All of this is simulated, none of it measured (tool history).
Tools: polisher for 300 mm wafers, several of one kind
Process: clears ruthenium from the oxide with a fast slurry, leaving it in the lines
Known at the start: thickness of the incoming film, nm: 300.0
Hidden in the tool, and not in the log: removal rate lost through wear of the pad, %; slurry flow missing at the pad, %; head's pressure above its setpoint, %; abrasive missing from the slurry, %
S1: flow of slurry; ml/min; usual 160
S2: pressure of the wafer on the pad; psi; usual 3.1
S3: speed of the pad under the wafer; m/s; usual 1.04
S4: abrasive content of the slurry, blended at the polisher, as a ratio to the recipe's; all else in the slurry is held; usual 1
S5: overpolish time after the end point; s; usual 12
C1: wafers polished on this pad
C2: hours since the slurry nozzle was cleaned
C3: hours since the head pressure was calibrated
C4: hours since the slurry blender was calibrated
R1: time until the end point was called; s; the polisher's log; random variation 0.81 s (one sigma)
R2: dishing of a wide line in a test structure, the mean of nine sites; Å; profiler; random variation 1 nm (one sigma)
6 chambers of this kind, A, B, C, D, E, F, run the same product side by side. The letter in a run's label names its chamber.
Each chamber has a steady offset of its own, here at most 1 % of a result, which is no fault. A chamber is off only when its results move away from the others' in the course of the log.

{"day": 0.042, "done": "chamber D: worn pad replaced by a new one"}
{"day": 0.121, "done": "chamber B: slurry blender recalibrated"}
{"day": 0.15, "done": "chamber A: slurry blender recalibrated"}
{"day": 0.383, "done": "chamber E: worn pad replaced by a new one"}
{"run": "1E", "day": 0.479, "S1": 160, "S2": 3.1, "S3": 1.04, "S4": 1, "S5": 12, "C1": 24, "C2": 574.1, "C3": 365.6, "C4": 114.9, "R1": 72.653, "R2": 396.35}
{"day": 0.967, "done": "chamber F: slurry blender recalibrated"}
{"run": "2C", "day": 1.05, "S1": 160, "S2": 3.1, "S3": 1.04, "S4": 1, "S5": 12, "C1": 818, "C2": 225.5, "C3": 196.3, "C4": 51.1, "R1": 70.877, "R2": 376.55}
{"day": 1.129, "done": "chamber A: worn pad replaced by a new one"}
{"day": 1.212, "done": "chamber D: slurry nozzle cleaned"}
{"day": 1.354, "done": "chamber B: worn pad replaced by a new one"}
{"run": "3B", "day": 1.475, "S1": 160, "S2": 3.1, "S3": 1.04, "S4": 1, "S5": 12, "C1": 31, "C2": 281.7, "C3": 262.2, "C4": 32.6, "R1": 70.827, "R2": 417.96}
{"run": "4F", "day": 2.038, "S1": 160, "S2": 3.1, "S3": 1.04, "S4": 1, "S5": 12, "C1": 713, "C2": 54.4, "C3": 137.8, "C4": 25.7, "R1": 68.973, "R2": 402.83}
{"run": "5D", "day": 2.65, "S1": 160, "S2": 3.1, "S3": 1.36, "S4": 1, "S5": 9, "C1": 658, "C2": 34.5, "C3": 595.9, "C4": 353.3, "R1": 55.265, "R2": 386.31}
{"day": 2.958, "done": "chamber D: slurry blender recalibrated"}
{"run": "6A", "day": 2.979, "S1": 160, "S2": 3.1, "S3": 1.36, "S4": 1, "S5": 9, "C1": 466, "C2": 319.3, "C3": 577.8, "C4": 67.9, "R1": 53.735, "R2": 383.52}
{"day": 3.329, "done": "chamber C: worn pad replaced by a new one"}
{"run": "7F", "day": 3.583, "S1": 160, "S2": 3.1, "S3": 1.36, "S4": 1, "S5": 9, "C1": 1102, "C2": 91.5, "C3": 174.9, "C4": 62.8, "R1": 53.996, "R2": 405.51}
{"day": 3.717, "done": "chamber D: worn pad replaced by a new one"}
{"day": 3.921, "done": "chamber A: head pressure recalibrated"}
{"day": 3.983, "done": "chamber E: worn pad replaced by a new one"}
{"day": 4.008, "done": "chamber B: head pressure recalibrated"}
{"run": "8E", "day": 4.142, "S1": 160, "S2": 3.1, "S3": 1.36, "S4": 1, "S5": 9, "C1": 40, "C2": 662, "C3": 453.5, "C4": 202.8, "R1": 54.904, "R2": 409.16}
{"day": 4.262, "done": "chamber A: worn pad replaced by a new one"}
{"day": 4.442, "done": "chamber F: worn pad replaced by a new one"}
{"run": "9D", "day": 4.567, "S1": 160, "S2": 3.1, "S3": 1.36, "S4": 1, "S5": 9, "C1": 214, "C2": 80.5, "C3": 641.9, "C4": 38.6, "R1": 53.449, "R2": 407.37}
{"run": "10C", "day": 5.083, "S1": 160, "S2": 3.1, "S3": 1.36, "S4": 1, "S5": 9, "C1": 442, "C2": 322.3, "C3": 293.1, "C4": 147.9, "R1": 52.861, "R2": 410.02}
{"run": "11B", "day": 5.45, "S1": 160, "S2": 3.1, "S3": 1.04, "S4": 1, "S5": 12, "C1": 1032, "C2": 377.1, "C3": 34.6, "C4": 128, "R1": 69.916, "R2": 395.41}
{"day": 5.667, "done": "chamber B: worn pad replaced by a new one"}
{"day": 5.767, "done": "chamber C: slurry blender recalibrated"}
{"day": 5.788, "done": "chamber C: slurry nozzle cleaned"}
{"run": "12A", "day": 5.95, "S1": 160, "S2": 2.6, "S3": 1.04, "S4": 1.15, "S5": 12, "C1": 425, "C2": 390.6, "C3": 48.7, "C4": 139.2, "R1": 78.726, "R2": 378.04}
{"day": 5.979, "done": "chamber B: slurry nozzle cleaned"}
{"run": "13E", "day": 6.238, "S1": 160, "S2": 2.6, "S3": 1.04, "S4": 1.15, "S5": 12, "C1": 568, "C2": 712.3, "C3": 503.8, "C4": 253.1, "R1": 79.392, "R2": 361.51}
{"run": "14D", "day": 6.646, "S1": 160, "S2": 2.6, "S3": 1.04, "S4": 1.15, "S5": 12, "C1": 738, "C2": 130.4, "C3": 691.8, "C4": 88.5, "R1": 78.964, "R2": 367.7}
{"day": 6.804, "done": "chamber E: slurry nozzle cleaned"}
{"run": "15C", "day": 6.921, "S1": 160, "S2": 2.6, "S3": 1.04, "S4": 1.15, "S5": 12, "C1": 905, "C2": 27.2, "C3": 337.2, "C4": 27.8, "R1": 79.701, "R2": 371.74}
{"day": 7.038, "done": "chamber D: worn pad replaced by a new one"}
{"day": 7.142, "done": "chamber A: worn pad replaced by a new one"}
{"run": "16B", "day": 7.292, "S1": 160, "S2": 2.6, "S3": 1.04, "S4": 1.15, "S5": 12, "C1": 409, "C2": 31.5, "C3": 78.8, "C4": 172.2, "R1": 79.13, "R2": 381.25}
{"day": 7.321, "done": "chamber E: worn pad replaced by a new one"}
{"run": "17A", "day": 7.871, "S1": 160, "S2": 2.6, "S3": 1.04, "S4": 1.15, "S5": 12, "C1": 184, "C2": 436.7, "C3": 94.8, "C4": 185.3, "R1": 78.616, "R2": 367.4}
{"run": "18F", "day": 8.438, "S1": 160, "S2": 3.1, "S3": 1.04, "S4": 1, "S5": 12, "C1": 1007, "C2": 208, "C3": 291.4, "C4": 179.3, "R1": 69.27, "R2": 396}
{"run": "19B", "day": 9.058, "S1": 160, "S2": 3.1, "S3": 1.04, "S4": 1, "S5": 12, "C1": 855, "C2": 73.9, "C3": 121.2, "C4": 214.6, "R1": 72.198, "R2": 401.22}
{"run": "20F", "day": 9.325, "S1": 160, "S2": 3.1, "S3": 1.04, "S4": 1, "S5": 12, "C1": 1230, "C2": 229.3, "C3": 312.7, "C4": 200.6, "R1": 71.09, "R2": 419.05}
{"day": 9.521, "done": "chamber C: worn pad replaced by a new one"}
{"run": "21C", "day": 9.608, "S1": 160, "S2": 3.1, "S3": 1.04, "S4": 1, "S5": 12, "C1": 22, "C2": 91.7, "C3": 401.7, "C4": 92.3, "R1": 71.696, "R2": 399.11}
{"day": 9.829, "done": "chamber E: slurry blender recalibrated"}
{"run": "22A", "day": 10.133, "S1": 160, "S2": 3.1, "S3": 1.04, "S4": 1, "S5": 12, "C1": 754, "C2": 491, "C3": 149.1, "C4": 239.6, "R1": 70.196, "R2": 407.01}
{"day": 10.192, "done": "chamber D: slurry nozzle cleaned"}
{"day": 10.258, "done": "chamber F: worn pad replaced by a new one"}
{"day": 10.367, "done": "chamber B: worn pad replaced by a new one"}
{"day": 10.379, "done": "chamber D: worn pad replaced by a new one"}
{"run": "23E", "day": 10.5, "S1": 160, "S2": 3.1, "S3": 1.04, "S4": 1, "S5": 12, "C1": 801, "C2": 88.7, "C3": 606.1, "C4": 16.1, "R1": 70.946, "R2": 394.04}
{"day": 10.767, "done": "chamber A: worn pad replaced by a new one"}
{"day": 10.846, "done": "chamber E: worn pad replaced by a new one"}
{"run": "24D", "day": 10.875, "S1": 160, "S2": 3.1, "S3": 0.88, "S4": 1, "S5": 12, "C1": 125, "C2": 16.5, "C3": 793.3, "C4": 190, "R1": 83.731, "R2": 359.23}
{"day": 10.967, "done": "chamber F: slurry nozzle cleaned"}
{"run": "25A", "day": 11.342, "S1": 160, "S2": 3.1, "S3": 0.88, "S4": 1, "S5": 12, "C1": 145, "C2": 520, "C3": 178.1, "C4": 268.6, "R1": 81.808, "R2": 349.22}
{"day": 11.583, "done": "chamber C: slurry blender recalibrated"}
{"day": 11.721, "done": "chamber A: slurry blender recalibrated"}
{"run": "26D", "day": 11.942, "S1": 160, "S2": 3.1, "S3": 0.88, "S4": 1, "S5": 12, "C1": 394, "C2": 42.1, "C3": 818.9, "C4": 215.6, "R1": 83.729, "R2": 355.91}
{"run": "27F", "day": 12.246, "S1": 160, "S2": 3.1, "S3": 0.88, "S4": 1, "S5": 12, "C1": 501, "C2": 30.7, "C3": 382.8, "C4": 270.7, "R1": 82.881, "R2": 342.61}
{"run": "28E", "day": 12.817, "S1": 160, "S2": 3.1, "S3": 0.88, "S4": 1, "S5": 12, "C1": 497, "C2": 144.3, "C3": 661.7, "C4": 71.7, "R1": 84.001, "R2": 374.34}
{"day": 12.892, "done": "chamber E: head pressure recalibrated"}
{"run": "29C", "day": 13.225, "S1": 160, "S2": 3.1, "S3": 0.88, "S4": 1, "S5": 12, "C1": 934, "C2": 178.5, "C3": 488.5, "C4": 39.5, "R1": 83.493, "R2": 345.47}
{"day": 13.679, "done": "chamber D: worn pad replaced by a new one"}
{"run": "30B", "day": 13.704, "S1": 160, "S2": 3.1, "S3": 1.04, "S4": 1, "S5": 12, "C1": 841, "C2": 185.4, "C3": 232.7, "C4": 326.1, "R1": 71.675, "R2": 405.65}
{"run": "31F", "day": 14.083, "S1": 160, "S2": 3.1, "S3": 1.04, "S4": 1, "S5": 12, "C1": 964, "C2": 74.8, "C3": 426.9, "C4": 314.8, "R1": 69.798, "R2": 416.45}
{"day": 14.3, "done": "chamber A: worn pad replaced by a new one"}
{"run": "32E", "day": 14.392, "S1": 160, "S2": 3.1, "S3": 1.04, "S4": 1, "S5": 12, "C1": 894, "C2": 182.1, "C3": 36, "C4": 109.5, "R1": 70.251, "R2": 401.25}
{"run": "33D", "day": 14.675, "S1": 160, "S2": 3.1, "S3": 1.04, "S4": 1, "S5": 12, "C1": 251, "C2": 107.7, "C3": 884.5, "C4": 281.2, "R1": 71.944, "R2": 409.74}
{"day": 14.742, "done": "chamber B: worn pad replaced by a new one"}
{"run": "34C", "day": 14.962, "S1": 160, "S2": 3.1, "S3": 1.04, "S4": 1, "S5": 12, "C1": 1371, "C2": 220.2, "C3": 530.2, "C4": 81.2, "R1": 70.659, "R2": 389.66}
{"run": "35B", "day": 15.238, "S1": 205, "S2": 2.7, "S3": 1.04, "S4": 1, "S5": 12, "C1": 125, "C2": 222.2, "C3": 269.5, "C4": 362.9, "R1": 80.563, "R2": 363.73}
{"day": 15.438, "done": "chamber F: worn pad replaced by a new one"}
{"day": 15.55, "done": "chamber B: slurry blender recalibrated"}
{"run": "36A", "day": 15.604, "S1": 205, "S2": 2.7, "S3": 1.04, "S4": 1, "S5": 12, "C1": 328, "C2": 622.3, "C3": 280.4, "C4": 93.2, "R1": 77.447, "R2": 384.13}
{"day": 15.717, "done": "chamber F: slurry blender recalibrated"}
{"run": "37F", "day": 15.962, "S1": 205, "S2": 2.7, "S3": 1.04, "S4": 1, "S5": 12, "C1": 132, "C2": 119.9, "C3": 472, "C4": 6, "R1": 77.5, "R2": 367.67}
{"run": "38A", "day": 16.429, "S1": 205, "S2": 2.7, "S3": 1.04, "S4": 1, "S5": 12, "C1": 536, "C2": 642.1, "C3": 300.2, "C4": 113, "R1": 77.053, "R2": 368.63}
{"run": "39B", "day": 16.704, "S1": 205, "S2": 2.7, "S3": 1.04, "S4": 1, "S5": 12, "C1": 494, "C2": 257.4, "C3": 304.7, "C4": 27.7, "R1": 78.425, "R2": 363.55}

Next, every chamber runs the same settings. What will each give?
{"run": "40A", "day": 17.15, "S1": 160, "S2": 3.1, "S3": 1.04, "S4": 0.8, "S5": 12, "R1": "?", "R2": "?"}
{"run": "40B", "day": 17.15, "S1": 160, "S2": 3.1, "S3": 1.04, "S4": 0.8, "S5": 12, "R1": "?", "R2": "?"}
{"run": "40C", "day": 17.15, "S1": 160, "S2": 3.1, "S3": 1.04, "S4": 0.8, "S5": 12, "R1": "?", "R2": "?"}
{"run": "40D", "day": 17.15, "S1": 160, "S2": 3.1, "S3": 1.04, "S4": 0.8, "S5": 12, "R1": "?", "R2": "?"}
{"run": "40E", "day": 17.15, "S1": 160, "S2": 3.1, "S3": 1.04, "S4": 0.8, "S5": 12, "R1": "?", "R2": "?"}
{"run": "40F", "day": 17.15, "S1": 160, "S2": 3.1, "S3": 1.04, "S4": 0.8, "S5": 12, "R1": "?", "R2": "?"}

run=40A R1=78.849 R2=377.38
run=40B R1=78.052 R2=358.98
run=40C R1=79.285 R2=369.24
run=40D R1=77.29 R2=368.92
run=40E R1=78.318 R2=384.83
run=40F R1=77.232 R2=370.57

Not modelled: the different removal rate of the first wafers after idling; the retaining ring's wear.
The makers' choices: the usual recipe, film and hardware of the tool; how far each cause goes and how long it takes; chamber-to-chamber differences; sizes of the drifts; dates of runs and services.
